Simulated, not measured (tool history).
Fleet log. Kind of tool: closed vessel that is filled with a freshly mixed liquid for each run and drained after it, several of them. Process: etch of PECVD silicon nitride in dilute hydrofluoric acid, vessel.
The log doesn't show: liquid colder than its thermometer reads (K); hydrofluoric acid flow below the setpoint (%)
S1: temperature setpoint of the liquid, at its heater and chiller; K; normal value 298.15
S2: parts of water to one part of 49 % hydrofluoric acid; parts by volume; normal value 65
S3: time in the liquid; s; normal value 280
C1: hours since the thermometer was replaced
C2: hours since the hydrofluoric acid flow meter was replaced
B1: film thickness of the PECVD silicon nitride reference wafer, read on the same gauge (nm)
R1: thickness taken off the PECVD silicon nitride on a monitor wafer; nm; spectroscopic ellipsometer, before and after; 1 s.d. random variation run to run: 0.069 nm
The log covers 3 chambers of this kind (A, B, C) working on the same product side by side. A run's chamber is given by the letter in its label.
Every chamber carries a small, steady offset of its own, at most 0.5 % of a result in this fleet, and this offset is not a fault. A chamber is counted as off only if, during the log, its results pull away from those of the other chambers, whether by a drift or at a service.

| run | day | S1 | S2 | S3 | C1 | C2 | B1 | R1 |
|---|---|---|---|---|---|---|---|---|
| 1A | 0.200 | 298.15 | 65 | 280 | 429.1 | 210.0 | 90.016 | 12.4350 |
| 2B | 0.417 | 298.15 | 65 | 280 | 1202.9 | 1692.2 | 90.009 | 12.2670 |
| 3C | 0.642 | 298.15 | 65 | 280 | 221.8 | 1009.5 | 89.994 | 12.4660 |
| 4B | 0.892 | 298.15 | 65 | 280 | 1214.3 | 1703.6 | 89.978 | 12.4350 |
| 5A | 1.125 | 298.15 | 65 | 280 | 451.3 | 232.2 | 90.015 | 12.4540 |
| 6C | 1.275 | 298.15 | 65 | 280 | 237.0 | 1024.7 | 89.999 | 12.4060 |
| 7C | 1.408 | 298.15 | 40 | 280 | 240.2 | 1027.9 | 89.997 | 20.0220 |
| 8B | 1.596 | 298.15 | 40 | 280 | 1231.2 | 1720.5 | 90.006 | 20.0130 |
| 9A | 1.788 | 298.15 | 40 | 280 | 467.2 | 248.1 | 90.016 | 20.1780 |
| 10B | 2.000 | 298.15 | 65 | 280 | 1240.9 | 1730.2 | 90.014 | 12.3200 |
| 11C | 2.112 | 298.15 | 65 | 280 | 257.1 | 1044.8 | 89.973 | 12.3890 |
| 12A | 2.267 | 298.15 | 65 | 280 | 478.7 | 259.6 | 89.991 | 12.6330 |
| 13B | 2.508 | 301.65 | 80 | 280 | 1253.1 | 1742.4 | 89.979 | 12.7020 |
| 14C | 2.729 | 301.65 | 80 | 280 | 271.9 | 1059.6 | 90.006 | 12.6710 |
| 15A | 2.858 | 301.65 | 80 | 280 | 492.9 | 273.8 | 89.991 | 12.7020 |
| 16B | 2.983 | 298.15 | 65 | 280 | 1264.5 | 1753.8 | 90.013 | 12.4060 |
| 17C | 3.138 | 298.15 | 65 | 280 | 281.7 | 1069.4 | 89.998 | 12.4270 |
| 18A | 3.375 | 298.15 | 65 | 280 | 505.3 | 286.2 | 89.985 | 12.4690 |
| 19B | 3.542 | 298.15 | 65 | 280 | 1277.9 | 1767.2 | 90.003 | 12.3840 |
| 20C | 3.725 | 298.15 | 65 | 280 | 295.8 | 1083.5 | 90.000 | 12.4260 |
| 21A | 3.933 | 298.15 | 65 | 280 | 518.7 | 299.6 | 90.001 | 12.3740 |
| 22C | 4.133 | 298.15 | 65 | 280 | 305.6 | 1093.3 | 90.012 | 12.5270 |
| 23B | 4.262 | 298.15 | 65 | 280 | 1295.2 | 1784.5 | 90.046 | 12.2900 |
| 24A | 4.421 | 298.15 | 65 | 280 | 530.4 | 311.3 | 89.993 | 12.4250 |
| 25C | 4.567 | 298.15 | 65 | 280 | 316.0 | 1103.7 | 89.972 | 12.4130 |
| 26B | 4.725 | 298.15 | 65 | 280 | 1306.3 | 1795.6 | 89.978 | 12.4580 |
| 27A | 4.900 | 298.15 | 65 | 280 | 541.9 | 322.8 | 90.013 | 12.4740 |
| 28B | 5.125 | 298.15 | 65 | 280 | 1315.9 | 1805.2 | 90.024 | 12.4530 |
| 29C | 5.246 | 301.15 | 65 | 345 | 332.3 | 1120.0 | 90.007 | 18.8700 |
| 30A | 5.488 | 301.15 | 65 | 345 | 556.0 | 336.9 | 89.993 | 18.7540 |
| 31A | 5.700 | 301.15 | 65 | 345 | 561.1 | 342.0 | 89.998 | 18.6450 |
| 32C | 5.883 | 294.65 | 65 | 340 | 347.6 | 1135.3 | 89.985 | 11.8980 |
| 33B | 6.067 | 294.65 | 65 | 340 | 1338.5 | 1827.8 | 90.025 | 11.7940 |
| 34C | 6.238 | 294.65 | 65 | 340 | 356.1 | 1143.8 | 89.996 | 11.9130 |
| 35A | 6.417 | 298.15 | 65 | 280 | 578.3 | 359.2 | 90.013 | 12.4050 |
| 36B | 6.642 | 298.15 | 65 | 280 | 1352.3 | 1841.6 | 90.003 | 12.3050 |
|  | 6.825 | chamber C: hydrofluoric acid flow meter replaced |
| 37A | 6.854 | 298.15 | 65 | 280 | 588.8 | 369.7 | 90.045 | 12.3130 |
| 38B | 7.096 | 298.15 | 65 | 280 | 1363.2 | 1852.5 | 90.010 | 12.4660 |
| 39C | 7.246 | 298.15 | 65 | 280 | 380.3 | 10.2 | 90.017 | 12.4500 |
| 40C | 7.496 | 298.15 | 65 | 280 | 386.3 | 16.2 | 90.006 | 12.5780 |
| 41B | 7.742 | 301.65 | 90 | 280 | 1378.7 | 1868.0 | 89.996 | 11.3100 |

Has any chamber moved away from the others, gradually or after a service, or does the common gauge drift, or do the chambers differ only by their own small steady offsets? State the chamber and the most likely cause if one applies.

Beyond each chamber's small constant offset nothing stands out, and the gauge stays steady.
